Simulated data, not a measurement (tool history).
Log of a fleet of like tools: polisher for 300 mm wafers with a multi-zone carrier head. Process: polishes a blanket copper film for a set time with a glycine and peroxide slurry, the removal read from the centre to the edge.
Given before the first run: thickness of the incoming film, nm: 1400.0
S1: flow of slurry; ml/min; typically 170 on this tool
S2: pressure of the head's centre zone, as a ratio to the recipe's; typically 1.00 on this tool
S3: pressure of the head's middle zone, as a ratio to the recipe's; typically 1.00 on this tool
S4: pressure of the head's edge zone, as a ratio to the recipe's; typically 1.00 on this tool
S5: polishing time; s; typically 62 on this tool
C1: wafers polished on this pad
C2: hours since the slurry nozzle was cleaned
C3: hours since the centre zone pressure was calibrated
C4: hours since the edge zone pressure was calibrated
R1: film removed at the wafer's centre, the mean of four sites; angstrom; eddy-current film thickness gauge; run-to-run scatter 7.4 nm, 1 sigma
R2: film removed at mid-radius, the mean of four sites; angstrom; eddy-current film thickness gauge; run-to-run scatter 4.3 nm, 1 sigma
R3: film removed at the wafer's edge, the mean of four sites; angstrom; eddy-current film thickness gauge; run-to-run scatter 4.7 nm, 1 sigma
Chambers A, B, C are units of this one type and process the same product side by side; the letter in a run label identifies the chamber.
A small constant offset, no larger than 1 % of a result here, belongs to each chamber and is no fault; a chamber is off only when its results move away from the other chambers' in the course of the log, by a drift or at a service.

run	hour	S1	S2	S3	S4	S5	C1	C2	C3	C4	R1	R2	R3
1A	4.6	170	1.00	1.00	1.00	62	61	75.3	19.1	172.7	5473.2	5459.1	5513.1
2B	7.4	170	1.00	1.00	1.00	62	236	33.3	201.0	846.8	5544.4	5633.5	5569.6
3C	9.6	170	1.00	1.00	1.00	62	500	114.8	268.9	718.1	5496.9	5495.4	5526.4
4A	13.3	170	1.00	1.00	1.00	62	174	84.0	27.8	181.4	5527.6	5556.2	5518.5
5B	16.0	170	1.00	1.00	1.00	62	347	41.9	209.6	855.4	5429.5	5563.3	5525.9
6C	19.0	170	1.00	1.00	1.00	62	621	124.2	278.3	727.5	5618.7	5467.2	5493.3
7A	21.3	170	1.00	1.00	1.00	62	277	92.0	35.8	189.4	5606.0	5486.5	5513.4
8C	24.2	170	1.00	1.00	1.00	62	688	129.4	283.5	732.7	5551.1	5459.5	5555.2
9B	27.3	170	1.00	1.00	1.00	62	492	53.2	220.9	866.7	5488.3	5520.1	5479.4
10A	31.4	170	1.00	1.00	0.93	48	407	102.1	45.9	199.5	4302.8	4264.4	4096.1
11B	35.5	170	1.00	1.00	0.93	48	598	61.4	229.1	874.9	4283.7	4295.8	4116.7
12C	37.7	170	1.00	1.00	0.93	48	862	142.9	297.0	746.2	4305.3	4259.0	4122.6
13C	42.2	170	0.93	1.00	1.00	62	920	147.4	301.5	750.7	5060.3	5466.8	5509.6
14A	44.9	170	0.93	1.00	1.00	62	581	115.6	59.4	213.0	5122.0	5543.0	5440.1
# hour 45.2: chamber B: worn pad replaced by a new one
15B	48.4	170	0.93	1.00	1.00	62	42	74.3	242.0	887.8	4974.1	5548.5	5531.9
16B	52.8	170	1.00	1.00	1.00	62	99	78.7	246.4	892.2	5632.9	5585.4	5591.4
17A	56.7	170	1.00	1.00	1.00	62	733	127.4	71.2	224.8	5422.0	5566.9	5396.4
18C	61.3	170	1.00	1.00	0.90	72	1166	166.5	320.6	769.8	6214.1	6228.7	5881.1
19B	65.5	170	1.00	1.00	0.90	72	262	91.4	259.1	904.9	6470.1	6431.8	6138.7
20C	69.9	170	1.00	1.00	0.90	72	1277	175.1	329.2	778.4	6197.2	6165.0	5891.4
# hour 72.5: chamber A: worn pad replaced by a new one
21A	74.3	170	1.00	1.00	1.00	62	23	145.0	88.8	242.4	5506.8	5514.1	5533.9
22A	76.9	170	0.95	1.00	1.00	62	57	147.6	91.4	245.0	5275.8	5510.4	5443.6
23B	80.9	170	0.95	1.00	1.00	62	461	106.8	274.5	920.3	5160.4	5649.0	5470.6
24C	83.3	170	0.95	1.00	1.00	62	1450	188.5	342.6	791.8	4889.4	5236.9	5341.1
25B	86.8	170	1.00	1.00	1.00	62	537	112.7	280.4	926.2	5610.2	5505.8	5549.1
26A	89.6	170	1.00	1.00	0.96	62	220	160.3	104.1	257.7	5515.4	5556.5	5360.1
# hour 91.9: chamber B: worn pad replaced by a new one
# hour 92.0: chamber B: edge zone pressure recalibrated
27C	92.6	170	1.00	1.00	0.96	62	1570	197.8	351.9	801.1	5204.3	5200.2	5190.7
28B	95.0	170	1.00	1.00	0.96	62	40	120.9	288.6	3.0	5478.5	5503.1	5471.2
29A	98.8	170	1.00	1.00	1.00	62	339	169.5	113.3	266.9	5603.2	5542.8	5546.9
30C	101.1	170	0.90	1.00	1.00	80	1679	206.3	360.4	809.6	5941.6	6626.5	6725.2
31A	104.7	170	0.90	1.00	1.00	80	415	175.4	119.2	272.8	6420.5	7146.9	6987.8
32C	108.6	170	0.90	1.00	1.00	80	1776	213.8	367.9	817.1	5932.1	6574.9	6534.7
33B	110.9	170	1.00	1.00	1.00	62	245	136.8	304.5	18.9	5537.7	5588.9	5586.2
34B	113.9	170	1.00	1.00	1.00	62	283	139.8	307.5	21.9	5570.8	5663.9	5531.3
35A	116.5	170	1.00	0.94	0.90	62	567	187.2	131.0	284.6	5356.2	5253.1	5115.4
36C	119.4	170	1.00	0.94	0.90	62	1915	224.6	378.7	827.9	5094.9	4677.2	4786.6
37C	123.2	170	1.00	0.94	0.90	62	1964	228.4	382.5	831.7	5060.3	4737.1	4737.8
38A	126.8	170	1.00	1.00	1.00	62	700	197.5	141.3	294.9	5408.5	5531.1	5498.4
39B	130.3	140	1.00	1.00	1.00	62	495	156.2	323.9	38.3	5293.2	5401.5	5391.8

Decide between three cases: one chamber stands off from its peers, the gauge reading all wafers drifts, or nothing is wrong past each chamber's small offset. Where a chamber is off, say which and what most likely put it there.

Little by little, chamber C moves away from the other chambers.
Most likely cause: removal rate lost through wear of the pad, % = 10.1.
With only this log, it may be confused with: slurry flow missing at the pad, %.

Below are 4 candidate recipes for chamber C's next run, each the usual settings with a change, their results shown as question marks. Which of them brings C's results back in line with what the other chambers give on the usual settings?
Counts as in line when no further than this from what the other chambers average on the usual settings: R1 260.0 angstrom; R2 150.0 angstrom; R3 160.0 angstrom
40C-1	133.7	175	1.00	1.01	1.00	68					?	?	?
40C-2	133.7	165	1.00	0.99	1.00	56					?	?	?
40C-3	133.7	170	1.00	0.99	1.00	59					?	?	?
40C-4	133.7	170	1.00	1.01	1.00	65					?	?	?

What the other chambers average on the usual settings: R1 5513.9 angstrom; R2 5539.2 angstrom; R3 5517.6 angstrom
run	R1	R2	R3
40C-1	5455.7	5531.1	5443.0
40C-2	4442.3	4426.7	4451.1
40C-3	4707.3	4687.9	4707.2
40C-4	5186.8	5261.5	5184.4
The answer is 40C-1, which returns the chamber to within the allowed miss of the others.
